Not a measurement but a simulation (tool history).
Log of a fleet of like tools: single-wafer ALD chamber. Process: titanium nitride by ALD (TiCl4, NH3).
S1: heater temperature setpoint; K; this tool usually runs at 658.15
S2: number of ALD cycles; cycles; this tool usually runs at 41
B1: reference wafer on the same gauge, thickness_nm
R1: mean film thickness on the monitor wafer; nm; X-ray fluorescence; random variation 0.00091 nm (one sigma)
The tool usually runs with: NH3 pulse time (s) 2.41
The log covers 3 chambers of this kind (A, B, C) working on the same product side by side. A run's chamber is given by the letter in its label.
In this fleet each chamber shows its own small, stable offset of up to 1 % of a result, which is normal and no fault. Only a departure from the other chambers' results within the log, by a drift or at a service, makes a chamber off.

{"run": "1A", "hour": 4.2, "S1": 658.15, "S2": 41, "NH3 pulse time (s)": 2.41, "B1": 0.92896, "R1": 0.89394}
{"run": "2C", "hour": 8.5, "S1": 658.15, "S2": 41, "NH3 pulse time (s)": 2.41, "B1": 0.92896, "R1": 0.89566}
{"run": "3B", "hour": 13.3, "S1": 658.15, "S2": 41, "NH3 pulse time (s)": 2.41, "B1": 0.92833, "R1": 0.90711}
{"run": "4C", "hour": 16.1, "S1": 658.15, "S2": 41, "NH3 pulse time (s)": 2.41, "B1": 0.92878, "R1": 0.89406}
{"run": "5B", "hour": 19.1, "S1": 658.15, "S2": 41, "NH3 pulse time (s)": 2.41, "B1": 0.92833, "R1": 0.90569}
{"run": "6A", "hour": 23.3, "S1": 658.15, "S2": 41, "NH3 pulse time (s)": 2.41, "B1": 0.92847, "R1": 0.8923}
{"run": "7B", "hour": 26.0, "S1": 658.15, "S2": 41, "NH3 pulse time (s)": 2.41, "B1": 0.92814, "R1": 0.9043}
{"run": "8A", "hour": 28.8, "S1": 658.15, "S2": 41, "NH3 pulse time (s)": 2.41, "B1": 0.92821, "R1": 0.89309}
{"run": "9C", "hour": 33.2, "S1": 658.15, "S2": 41, "NH3 pulse time (s)": 2.41, "B1": 0.92831, "R1": 0.89588}
{"run": "10A", "hour": 38.6, "S1": 658.15, "S2": 41, "NH3 pulse time (s)": 2.41, "B1": 0.92814, "R1": 0.89218}
{"run": "11C", "hour": 44.2, "S1": 658.15, "S2": 41, "NH3 pulse time (s)": 2.41, "B1": 0.92773, "R1": 0.89491}
{"run": "12B", "hour": 48.7, "S1": 658.15, "S2": 41, "NH3 pulse time (s)": 2.41, "B1": 0.92784, "R1": 0.90552}
{"run": "13B", "hour": 53.6, "S1": 658.15, "S2": 41, "NH3 pulse time (s)": 2.41, "B1": 0.9278, "R1": 0.90546}
{"run": "14C", "hour": 57.7, "S1": 658.15, "S2": 41, "NH3 pulse time (s)": 2.41, "B1": 0.92769, "R1": 0.89506}
{"run": "15A", "hour": 62.5, "S1": 658.15, "S2": 41, "NH3 pulse time (s)": 2.41, "B1": 0.92757, "R1": 0.89177}
{"run": "16A", "hour": 67.0, "S1": 658.15, "S2": 41, "NH3 pulse time (s)": 2.41, "B1": 0.92757, "R1": 0.8904}
{"run": "17B", "hour": 70.6, "S1": 658.15, "S2": 41, "NH3 pulse time (s)": 2.41, "B1": 0.92729, "R1": 0.90489}
{"run": "18C", "hour": 74.2, "S1": 653.15, "S2": 41, "NH3 pulse time (s)": 2.74, "B1": 0.92712, "R1": 0.8977}
{"run": "19B", "hour": 77.4, "S1": 653.15, "S2": 41, "NH3 pulse time (s)": 2.74, "B1": 0.92713, "R1": 0.90719}
{"run": "20A", "hour": 79.8, "S1": 653.15, "S2": 41, "NH3 pulse time (s)": 2.74, "B1": 0.92721, "R1": 0.89364}
{"run": "21C", "hour": 82.5, "S1": 658.15, "S2": 41, "NH3 pulse time (s)": 1.63, "B1": 0.9271, "R1": 0.87837}
{"run": "22B", "hour": 86.4, "S1": 658.15, "S2": 41, "NH3 pulse time (s)": 1.63, "B1": 0.92719, "R1": 0.88693}
{"run": "23A", "hour": 92.0, "S1": 658.15, "S2": 41, "NH3 pulse time (s)": 1.63, "B1": 0.9271, "R1": 0.87326}
{"run": "24C", "hour": 97.3, "S1": 658.15, "S2": 41, "NH3 pulse time (s)": 2.41, "B1": 0.92704, "R1": 0.89394}
{"run": "25C", "hour": 101.7, "S1": 658.15, "S2": 41, "NH3 pulse time (s)": 2.41, "B1": 0.92689, "R1": 0.89421}
{"run": "26A", "hour": 104.3, "S1": 665.15, "S2": 46, "NH3 pulse time (s)": 2.41, "B1": 0.9266, "R1": 1.0055}
{"run": "27B", "hour": 108.3, "S1": 665.15, "S2": 46, "NH3 pulse time (s)": 2.41, "B1": 0.9265, "R1": 1.0206}
{"run": "28A", "hour": 112.3, "S1": 665.15, "S2": 46, "NH3 pulse time (s)": 2.41, "B1": 0.92625, "R1": 1.004}
{"hour": 115.3, "done": "chamber A: thermocouple changed; heater temperature recalibrated"}
{"run": "29B", "hour": 117.6, "S1": 658.15, "S2": 41, "NH3 pulse time (s)": 2.41, "B1": 0.92603, "R1": 0.90268}
{"run": "30C", "hour": 123.1, "S1": 658.15, "S2": 41, "NH3 pulse time (s)": 1.8, "B1": 0.92612, "R1": 0.88185}
{"run": "31C", "hour": 127.2, "S1": 658.15, "S2": 41, "NH3 pulse time (s)": 1.8, "B1": 0.92612, "R1": 0.87929}
{"run": "32A", "hour": 131.0, "S1": 658.15, "S2": 41, "NH3 pulse time (s)": 1.8, "B1": 0.92597, "R1": 0.87677}
{"run": "33B", "hour": 134.2, "S1": 658.15, "S2": 34, "NH3 pulse time (s)": 2.41, "B1": 0.92578, "R1": 0.7495}
{"run": "34C", "hour": 137.6, "S1": 658.15, "S2": 34, "NH3 pulse time (s)": 2.41, "B1": 0.92572, "R1": 0.74086}
{"run": "35A", "hour": 140.3, "S1": 658.15, "S2": 34, "NH3 pulse time (s)": 2.41, "B1": 0.92564, "R1": 0.73936}
{"run": "36B", "hour": 144.0, "S1": 658.15, "S2": 46, "NH3 pulse time (s)": 2.41, "B1": 0.92536, "R1": 1.0145}
{"run": "37B", "hour": 148.0, "S1": 658.15, "S2": 46, "NH3 pulse time (s)": 2.41, "B1": 0.92536, "R1": 1.0137}
{"run": "38A", "hour": 152.7, "S1": 658.15, "S2": 46, "NH3 pulse time (s)": 2.41, "B1": 0.92549, "R1": 0.99843}
{"run": "39C", "hour": 155.7, "S1": 658.15, "S2": 41, "NH3 pulse time (s)": 2.41, "B1": 0.92533, "R1": 0.89386}
{"run": "40C", "hour": 159.9, "S1": 658.15, "S2": 41, "NH3 pulse time (s)": 2.41, "B1": 0.92534, "R1": 0.89385}

All 3 chambers run these settings next. Forecast each chamber's results:
{"run": "41A", "hour": 163.9, "S1": 658.15, "S2": 47, "NH3 pulse time (s)": 2.41, "R1": "?"}
{"run": "41B", "hour": 163.9, "S1": 658.15, "S2": 47, "NH3 pulse time (s)": 2.41, "R1": "?"}
{"run": "41C", "hour": 163.9, "S1": 658.15, "S2": 47, "NH3 pulse time (s)": 2.41, "R1": "?"}

run=41A R1=1.0204
run=41B R1=1.0351
run=41C R1=1.0247
